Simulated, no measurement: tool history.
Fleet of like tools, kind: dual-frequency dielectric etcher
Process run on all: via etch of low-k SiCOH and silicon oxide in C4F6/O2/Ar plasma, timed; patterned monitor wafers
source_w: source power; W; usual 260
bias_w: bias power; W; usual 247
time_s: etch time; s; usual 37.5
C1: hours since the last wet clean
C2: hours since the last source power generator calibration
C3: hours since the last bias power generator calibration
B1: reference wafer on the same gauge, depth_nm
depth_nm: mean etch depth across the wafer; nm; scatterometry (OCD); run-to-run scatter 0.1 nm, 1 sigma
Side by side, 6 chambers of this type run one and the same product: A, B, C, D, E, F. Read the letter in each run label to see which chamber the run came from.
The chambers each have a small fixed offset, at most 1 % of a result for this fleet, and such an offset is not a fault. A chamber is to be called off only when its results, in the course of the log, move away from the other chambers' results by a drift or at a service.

{"run": "1A", "hour": 3.9, "source_w": 260, "bias_w": 247, "time_s": 37.5, "C1": 28.4, "C2": 2792.9, "C3": 1179.2, "B1": 107.8, "depth_nm": 91.339}
{"run": "2C", "hour": 10.7, "source_w": 260, "bias_w": 247, "time_s": 37.5, "C1": 41.1, "C2": 975.6, "C3": 2165.2, "B1": 107.77, "depth_nm": 91.13}
{"run": "3B", "hour": 15.0, "source_w": 260, "bias_w": 247, "time_s": 37.5, "C1": 30.7, "C2": 1709, "C3": 1011.3, "B1": 107.76, "depth_nm": 91.832}
{"hour": 17.0, "done": "chamber C: bias power generator calibrated"}
{"run": "4D", "hour": 19.9, "source_w": 260, "bias_w": 247, "time_s": 37.5, "C1": 29.4, "C2": 671.8, "C3": 350.9, "B1": 107.75, "depth_nm": 91.701}
{"run": "5F", "hour": 25.5, "source_w": 260, "bias_w": 247, "time_s": 37.5, "C1": 300.1, "C2": 3687.8, "C3": 2671.3, "B1": 107.77, "depth_nm": 91.466}
{"run": "6E", "hour": 29.0, "source_w": 260, "bias_w": 247, "time_s": 37.5, "C1": 585.9, "C2": 2758.2, "C3": 2265, "B1": 107.73, "depth_nm": 92.715}
{"run": "7D", "hour": 34.4, "source_w": 260, "bias_w": 247, "time_s": 37.5, "C1": 43.9, "C2": 686.3, "C3": 365.4, "B1": 107.73, "depth_nm": 91.636}
{"run": "8A", "hour": 41.0, "source_w": 260, "bias_w": 247, "time_s": 37.5, "C1": 65.5, "C2": 2830, "C3": 1216.3, "B1": 107.7, "depth_nm": 91.359}
{"run": "9F", "hour": 46.8, "source_w": 260, "bias_w": 247, "time_s": 37.5, "C1": 321.4, "C2": 3709.1, "C3": 2692.6, "B1": 107.7, "depth_nm": 91.641}
{"run": "10E", "hour": 51.2, "source_w": 260, "bias_w": 247, "time_s": 37.5, "C1": 608.1, "C2": 2780.4, "C3": 2287.2, "B1": 107.66, "depth_nm": 92.331}
{"run": "11C", "hour": 55.7, "source_w": 260, "bias_w": 247, "time_s": 37.5, "C1": 86.1, "C2": 1020.6, "C3": 38.7, "B1": 107.67, "depth_nm": 91.138}
{"run": "12B", "hour": 60.7, "source_w": 260, "bias_w": 247, "time_s": 37.5, "C1": 76.4, "C2": 1754.7, "C3": 1057, "B1": 107.65, "depth_nm": 91.73}
{"run": "13F", "hour": 65.0, "source_w": 260, "bias_w": 247, "time_s": 37.5, "C1": 339.6, "C2": 3727.3, "C3": 2710.8, "B1": 107.61, "depth_nm": 91.368}
{"run": "14A", "hour": 71.5, "source_w": 260, "bias_w": 247, "time_s": 37.5, "C1": 96, "C2": 2860.5, "C3": 1246.8, "B1": 107.62, "depth_nm": 91.335}
{"hour": 76.9, "done": "chamber E: wet clean of the chamber"}
{"run": "15E", "hour": 77.6, "source_w": 260, "bias_w": 247, "time_s": 47.5, "C1": 0.8, "C2": 2806.8, "C3": 2313.6, "B1": 107.62, "depth_nm": 116.89}
{"run": "16D", "hour": 82.6, "source_w": 260, "bias_w": 247, "time_s": 47.5, "C1": 92.1, "C2": 734.5, "C3": 413.6, "B1": 107.6, "depth_nm": 116.05}
{"run": "17B", "hour": 86.5, "source_w": 260, "bias_w": 247, "time_s": 47.5, "C1": 102.2, "C2": 1780.5, "C3": 1082.8, "B1": 107.56, "depth_nm": 116.19}
{"run": "18C", "hour": 89.8, "source_w": 260, "bias_w": 247, "time_s": 47.5, "C1": 120.2, "C2": 1054.7, "C3": 72.8, "B1": 107.59, "depth_nm": 115.05}
{"run": "19D", "hour": 93.6, "source_w": 260, "bias_w": 247, "time_s": 47.5, "C1": 103.1, "C2": 745.5, "C3": 424.6, "B1": 107.57, "depth_nm": 115.95}
{"run": "20C", "hour": 97.3, "source_w": 260, "bias_w": 247, "time_s": 47.5, "C1": 127.7, "C2": 1062.2, "C3": 80.3, "B1": 107.57, "depth_nm": 115.06}
{"run": "21E", "hour": 102.1, "source_w": 260, "bias_w": 247, "time_s": 37.5, "C1": 25.3, "C2": 2831.3, "C3": 2338.1, "B1": 107.6, "depth_nm": 92.301}
{"run": "22A", "hour": 107.1, "source_w": 260, "bias_w": 247, "time_s": 37.5, "C1": 131.6, "C2": 2896.1, "C3": 1282.4, "B1": 107.55, "depth_nm": 91.047}
{"run": "23B", "hour": 112.8, "source_w": 260, "bias_w": 247, "time_s": 37.5, "C1": 128.5, "C2": 1806.8, "C3": 1109.1, "B1": 107.55, "depth_nm": 91.596}
{"run": "24F", "hour": 118.5, "source_w": 260, "bias_w": 247, "time_s": 37.5, "C1": 393.1, "C2": 3780.8, "C3": 2764.3, "B1": 107.54, "depth_nm": 91.403}
{"run": "25B", "hour": 125.4, "source_w": 260, "bias_w": 247, "time_s": 37.5, "C1": 141.1, "C2": 1819.4, "C3": 1121.7, "B1": 107.54, "depth_nm": 91.853}
{"run": "26C", "hour": 131.3, "source_w": 260, "bias_w": 247, "time_s": 37.5, "C1": 161.7, "C2": 1096.2, "C3": 114.3, "B1": 107.48, "depth_nm": 90.639}
{"run": "27E", "hour": 138.1, "source_w": 260, "bias_w": 247, "time_s": 37.5, "C1": 61.3, "C2": 2867.3, "C3": 2374.1, "B1": 107.48, "depth_nm": 92.34}
{"run": "28A", "hour": 141.5, "source_w": 210, "bias_w": 247, "time_s": 29.5, "C1": 166, "C2": 2930.5, "C3": 1316.8, "B1": 107.46, "depth_nm": 66.094}
{"run": "29F", "hour": 145.7, "source_w": 210, "bias_w": 247, "time_s": 29.5, "C1": 420.3, "C2": 3808, "C3": 2791.5, "B1": 107.51, "depth_nm": 66.243}
{"run": "30D", "hour": 149.8, "source_w": 210, "bias_w": 247, "time_s": 29.5, "C1": 159.3, "C2": 801.7, "C3": 480.8, "B1": 107.43, "depth_nm": 66.438}
{"run": "31F", "hour": 156.1, "source_w": 210, "bias_w": 247, "time_s": 29.5, "C1": 430.7, "C2": 3818.4, "C3": 2801.9, "B1": 107.43, "depth_nm": 66.149}
{"hour": 159.2, "done": "chamber F: wet clean of the chamber"}
{"run": "32A", "hour": 162.2, "source_w": 210, "bias_w": 247, "time_s": 29.5, "C1": 186.7, "C2": 2951.2, "C3": 1337.5, "B1": 107.45, "depth_nm": 66.286}
{"run": "33D", "hour": 166.9, "source_w": 210, "bias_w": 247, "time_s": 29.5, "C1": 176.4, "C2": 818.8, "C3": 497.9, "B1": 107.45, "depth_nm": 66.416}
{"run": "34E", "hour": 172.3, "source_w": 260, "bias_w": 274, "time_s": 42.5, "C1": 95.5, "C2": 2901.5, "C3": 2408.3, "B1": 107.38, "depth_nm": 108.23}
{"run": "35B", "hour": 176.0, "source_w": 260, "bias_w": 274, "time_s": 42.5, "C1": 191.7, "C2": 1870, "C3": 1172.3, "B1": 107.37, "depth_nm": 107.59}
{"run": "36C", "hour": 181.8, "source_w": 260, "bias_w": 274, "time_s": 42.5, "C1": 212.2, "C2": 1146.7, "C3": 164.8, "B1": 107.42, "depth_nm": 106.69}
{"run": "37D", "hour": 185.1, "source_w": 260, "bias_w": 274, "time_s": 42.5, "C1": 194.6, "C2": 837, "C3": 516.1, "B1": 107.39, "depth_nm": 107.38}
{"run": "38F", "hour": 191.3, "source_w": 260, "bias_w": 274, "time_s": 42.5, "C1": 32.2, "C2": 3853.6, "C3": 2837.1, "B1": 107.35, "depth_nm": 107.14}
{"run": "39C", "hour": 194.9, "source_w": 260, "bias_w": 274, "time_s": 42.5, "C1": 225.3, "C2": 1159.8, "C3": 177.9, "B1": 107.36, "depth_nm": 106.59}
{"run": "40E", "hour": 200.9, "source_w": 260, "bias_w": 247, "time_s": 37.5, "C1": 124.1, "C2": 2930.1, "C3": 2436.9, "B1": 107.31, "depth_nm": 92.118}
{"run": "41A", "hour": 206.2, "source_w": 260, "bias_w": 247, "time_s": 37.5, "C1": 230.7, "C2": 2995.2, "C3": 1381.5, "B1": 107.33, "depth_nm": 91.175}
{"run": "42B", "hour": 213.1, "source_w": 260, "bias_w": 247, "time_s": 37.5, "C1": 228.8, "C2": 1907.1, "C3": 1209.4, "B1": 107.33, "depth_nm": 91.459}

For the next run the whole fleet of 6 chambers uses the same settings. Give each chamber's results:
{"run": "43A", "hour": 218.1, "source_w": 260, "bias_w": 247, "time_s": 46.5, "depth_nm": "?"}
{"run": "43B", "hour": 218.1, "source_w": 260, "bias_w": 247, "time_s": 46.5, "depth_nm": "?"}
{"run": "43C", "hour": 218.1, "source_w": 260, "bias_w": 247, "time_s": 46.5, "depth_nm": "?"}
{"run": "43D", "hour": 218.1, "source_w": 260, "bias_w": 247, "time_s": 46.5, "depth_nm": "?"}
{"run": "43E", "hour": 218.1, "source_w": 260, "bias_w": 247, "time_s": 46.5, "depth_nm": "?"}
{"run": "43F", "hour": 218.1, "source_w": 260, "bias_w": 247, "time_s": 46.5, "depth_nm": "?"}

run=43A depth_nm=112.91
run=43B depth_nm=113.47
run=43C depth_nm=112.49
run=43D depth_nm=113.41
run=43E depth_nm=114.27
run=43F depth_nm=113.13
